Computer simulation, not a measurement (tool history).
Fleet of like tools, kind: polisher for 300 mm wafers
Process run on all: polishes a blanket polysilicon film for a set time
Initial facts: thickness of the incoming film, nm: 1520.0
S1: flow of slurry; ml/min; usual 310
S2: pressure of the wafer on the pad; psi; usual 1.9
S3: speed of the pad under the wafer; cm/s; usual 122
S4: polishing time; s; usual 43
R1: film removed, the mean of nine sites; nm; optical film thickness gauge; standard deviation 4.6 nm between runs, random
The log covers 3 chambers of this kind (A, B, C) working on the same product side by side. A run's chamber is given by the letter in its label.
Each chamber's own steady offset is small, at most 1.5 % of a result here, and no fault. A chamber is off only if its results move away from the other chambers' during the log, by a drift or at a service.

run 1C day=0.362 | S1=310 S2=1.9 S3=122 S4=43 | R1=349.84
run 2B day=0.604 | S1=310 S2=1.9 S3=122 S4=43 | R1=345.61
run 3A day=0.812 | S1=310 S2=1.9 S3=122 S4=43 | R1=354.98
run 4A day=1.092 | S1=310 S2=1.9 S3=122 S4=43 | R1=340.56
run 5C day=1.529 | S1=310 S2=1.9 S3=122 S4=43 | R1=341.05
-- day=1.662 chamber A: worn pad replaced by a new one
run 6B day=1.838 | S1=310 S2=1.9 S3=122 S4=43 | R1=353.88
run 7C day=2.067 | S1=310 S2=1.9 S3=122 S4=43 | R1=347.98
-- day=2.154 chamber C: worn pad replaced by a new one
run 8A day=2.296 | S1=310 S2=1.9 S3=122 S4=43 | R1=360.82
run 9B day=2.658 | S1=310 S2=1.9 S3=144 S4=32 | R1=307.53
run 10C day=2.988 | S1=310 S2=1.9 S3=144 S4=32 | R1=299.16
run 11B day=3.338 | S1=310 S2=1.9 S3=144 S4=32 | R1=306.51
-- day=3.433 chamber A: head pressure recalibrated
run 12A day=3.679 | S1=310 S2=1.9 S3=122 S4=43 | R1=351.72
run 13C day=4.021 | S1=310 S2=1.9 S3=122 S4=43 | R1=342.38
run 14A day=4.283 | S1=310 S2=1.9 S3=122 S4=43 | R1=344.65
-- day=4.388 chamber B: worn pad replaced by a new one
run 15B day=4.533 | S1=310 S2=1.9 S3=84 S4=56 | R1=318.78
-- day=4.583 chamber C: slurry nozzle cleaned
run 16A day=4.958 | S1=310 S2=1.9 S3=84 S4=56 | R1=302.84
-- day=5.150 chamber B: head pressure recalibrated
-- day=5.179 chamber A: worn pad replaced by a new one
run 17B day=5.267 | S1=310 S2=1.9 S3=84 S4=56 | R1=310.61
run 18C day=5.521 | S1=310 S2=1.9 S3=122 S4=43 | R1=352.98
-- day=5.762 chamber C: worn pad replaced by a new one
run 19B day=5.896 | S1=310 S2=1.9 S3=122 S4=43 | R1=346.24
run 20A day=6.200 | S1=310 S2=1.9 S3=122 S4=43 | R1=349.57
run 21C day=6.575 | S1=310 S2=1.9 S3=122 S4=43 | R1=365.29
run 22B day=6.950 | S1=360 S2=1.9 S3=84 S4=43 | R1=240.61
run 23A day=7.283 | S1=360 S2=1.9 S3=84 S4=43 | R1=239.65
run 24C day=7.712 | S1=360 S2=1.9 S3=84 S4=43 | R1=251.23
run 25B day=8.038 | S1=310 S2=1.9 S3=122 S4=43 | R1=347.70
-- day=8.383 chamber A: worn pad replaced by a new one
run 26A day=8.471 | S1=310 S2=1.9 S3=158 S4=43 | R1=439.49
run 27C day=8.875 | S1=310 S2=1.9 S3=158 S4=43 | R1=470.90
run 28C day=9.212 | S1=310 S2=1.9 S3=158 S4=43 | R1=462.43
-- day=9.383 chamber B: worn pad replaced by a new one
run 29A day=9.425 | S1=310 S2=1.9 S3=122 S4=43 | R1=351.20
run 30B day=9.729 | S1=310 S2=1.9 S3=122 S4=43 | R1=351.21
-- day=9.854 chamber C: worn pad replaced by a new one
run 31B day=10.021 | S1=310 S2=1.9 S3=122 S4=43 | R1=345.41
run 32A day=10.267 | S1=310 S2=1.9 S3=122 S4=43 | R1=344.68
run 33C day=10.479 | S1=310 S2=1.9 S3=122 S4=43 | R1=363.99
run 34A day=10.854 | S1=310 S2=1.9 S3=122 S4=43 | R1=342.47
-- day=11.262 chamber A: slurry nozzle cleaned
run 35B day=11.275 | S1=310 S2=1.9 S3=122 S4=43 | R1=346.93
run 36C day=11.521 | S1=310 S2=1.9 S3=122 S4=43 | R1=371.83
-- day=11.733 chamber A: worn pad replaced by a new one
run 37B day=11.750 | S1=310 S2=1.9 S3=122 S4=43 | R1=350.77
run 38C day=12.162 | S1=310 S2=1.9 S3=122 S4=43 | R1=375.02
run 39A day=12.625 | S1=310 S2=1.9 S3=122 S4=43 | R1=349.65
run 40B day=12.971 | S1=265 S2=1.9 S3=152 S4=43 | R1=425.63
run 41A day=13.350 | S1=265 S2=1.9 S3=152 S4=43 | R1=425.44
run 42C day=13.629 | S1=265 S2=1.9 S3=152 S4=43 | R1=461.24

Read the log: is a single chamber off, either drifting away or since a service, is the gauge that measures every chamber drifting, or is nothing wrong beyond small per-chamber offsets? Name any odd chamber and what most likely caused it.

Little by little, chamber C moves away from the other chambers.
What lies behind it: head's pressure above its setpoint, % = 8.25.

Here are 4 candidates for chamber C's next run, each the usual settings with a change, their results left as question marks. Which one brings its results back in line with what the others give on the usual settings?
In line means no further than this from the other chambers' mean on the usual settings: R1 16.00 nm
run 43C-1 day=13.967 | S1=310 S2=1.8 S3=116 S4=41 | R1=?
run 43C-2 day=13.967 | S1=310 S2=1.8 S3=122 S4=43 | R1=?
run 43C-3 day=13.967 | S1=310 S2=1.9 S3=122 S4=46 | R1=?
run 43C-4 day=13.967 | S1=310 S2=2.1 S3=130 S4=43 | R1=?

Mean of the other chambers on the usual settings: R1 348.70 nm
run=43C-1 R1=317.28
run=43C-2 R1=350.19
run=43C-3 R1=395.76
run=43C-4 R1=436.65
The right change is 43C-2: it brings the chamber back within the allowed miss of the others.
